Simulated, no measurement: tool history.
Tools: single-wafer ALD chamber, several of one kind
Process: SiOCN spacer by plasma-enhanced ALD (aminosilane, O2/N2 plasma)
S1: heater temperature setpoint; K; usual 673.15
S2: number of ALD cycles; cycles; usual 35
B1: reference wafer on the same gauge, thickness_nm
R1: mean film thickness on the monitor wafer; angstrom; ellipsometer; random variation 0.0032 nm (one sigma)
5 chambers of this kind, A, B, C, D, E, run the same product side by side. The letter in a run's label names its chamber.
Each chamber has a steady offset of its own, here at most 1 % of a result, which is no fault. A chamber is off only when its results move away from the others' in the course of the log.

run 1D hour=8.7 | S1=673.15 S2=35 | B1=1.9998 | R1=21.226
run 2E hour=17.2 | S1=673.15 S2=35 | B1=1.9992 | R1=21.129
run 3B hour=24.5 | S1=673.15 S2=35 | B1=1.9993 | R1=21.199
run 4C hour=32.5 | S1=673.15 S2=35 | B1=1.9985 | R1=21.07
run 5A hour=41.1 | S1=681.15 S2=38 | B1=1.9987 | R1=22.329
run 6D hour=55.1 | S1=681.15 S2=38 | B1=1.9982 | R1=22.436
run 7C hour=66.5 | S1=681.15 S2=38 | B1=1.9981 | R1=22.345
run 8E hour=77.7 | S1=681.15 S2=38 | B1=1.9966 | R1=22.37
run 9B hour=84.4 | S1=681.15 S2=38 | B1=1.9974 | R1=22.462
run 10A hour=95.3 | S1=673.15 S2=35 | B1=1.997 | R1=21.061
run 11C hour=105.9 | S1=673.15 S2=35 | B1=1.9956 | R1=21.074
-- hour=113.5 chamber A: thermocouple changed; heater temperature recalibrated
-- hour=114.8 chamber B: thermocouple changed; heater temperature recalibrated
run 12B hour=119.7 | S1=681.15 S2=35 | B1=1.9967 | R1=20.674
run 13A hour=131.2 | S1=681.15 S2=35 | B1=1.9959 | R1=20.548
run 14E hour=144.5 | S1=681.15 S2=35 | B1=1.995 | R1=20.577
run 15D hour=156.8 | S1=681.15 S2=35 | B1=1.9951 | R1=20.663
run 16E hour=164 | S1=681.15 S2=35 | B1=1.994 | R1=20.592
run 17C hour=175.3 | S1=673.15 S2=35 | B1=1.9947 | R1=21.072
run 18B hour=186.2 | S1=673.15 S2=35 | B1=1.9936 | R1=21.142
run 19A hour=193.6 | S1=673.15 S2=35 | B1=1.993 | R1=20.979
run 20D hour=200.8 | S1=673.15 S2=35 | B1=1.9939 | R1=21.104
run 21D hour=209.1 | S1=673.15 S2=35 | B1=1.993 | R1=21.104
run 22A hour=215.5 | S1=673.15 S2=35 | B1=1.993 | R1=21.036
run 23C hour=226.6 | S1=673.15 S2=35 | B1=1.9927 | R1=21.09
run 24E hour=237.5 | S1=673.15 S2=35 | B1=1.9913 | R1=21.011
run 25B hour=248.6 | S1=673.15 S2=35 | B1=1.9916 | R1=21.204
run 26D hour=261.7 | S1=673.15 S2=35 | B1=1.9916 | R1=21.077
run 27B hour=271.9 | S1=673.15 S2=35 | B1=1.99 | R1=21.114
run 28E hour=282.9 | S1=673.15 S2=35 | B1=1.991 | R1=20.944
run 29A hour=289.5 | S1=662.15 S2=35 | B1=1.9906 | R1=20.973
run 30C hour=300.6 | S1=662.15 S2=35 | B1=1.9903 | R1=21.013
run 31C hour=308 | S1=662.15 S2=35 | B1=1.9897 | R1=21.026
run 32A hour=321.7 | S1=662.15 S2=35 | B1=1.9897 | R1=20.945
run 33E hour=332.1 | S1=662.15 S2=35 | B1=1.9896 | R1=20.982
run 34D hour=345.8 | S1=684.15 S2=35 | B1=1.9885 | R1=20.39
run 35B hour=359.1 | S1=684.15 S2=35 | B1=1.9876 | R1=20.43
run 36A hour=365.9 | S1=684.15 S2=35 | B1=1.9879 | R1=20.347

What goes on in this fleet: one chamber off, a drifting gauge, or nothing beyond the chambers' own small offsets? Name the chamber and the cause, if any.

The gauge drifts, so all chambers seem to drift together. No chamber is off.
Cause: gauge reads low (%) = 0.619.
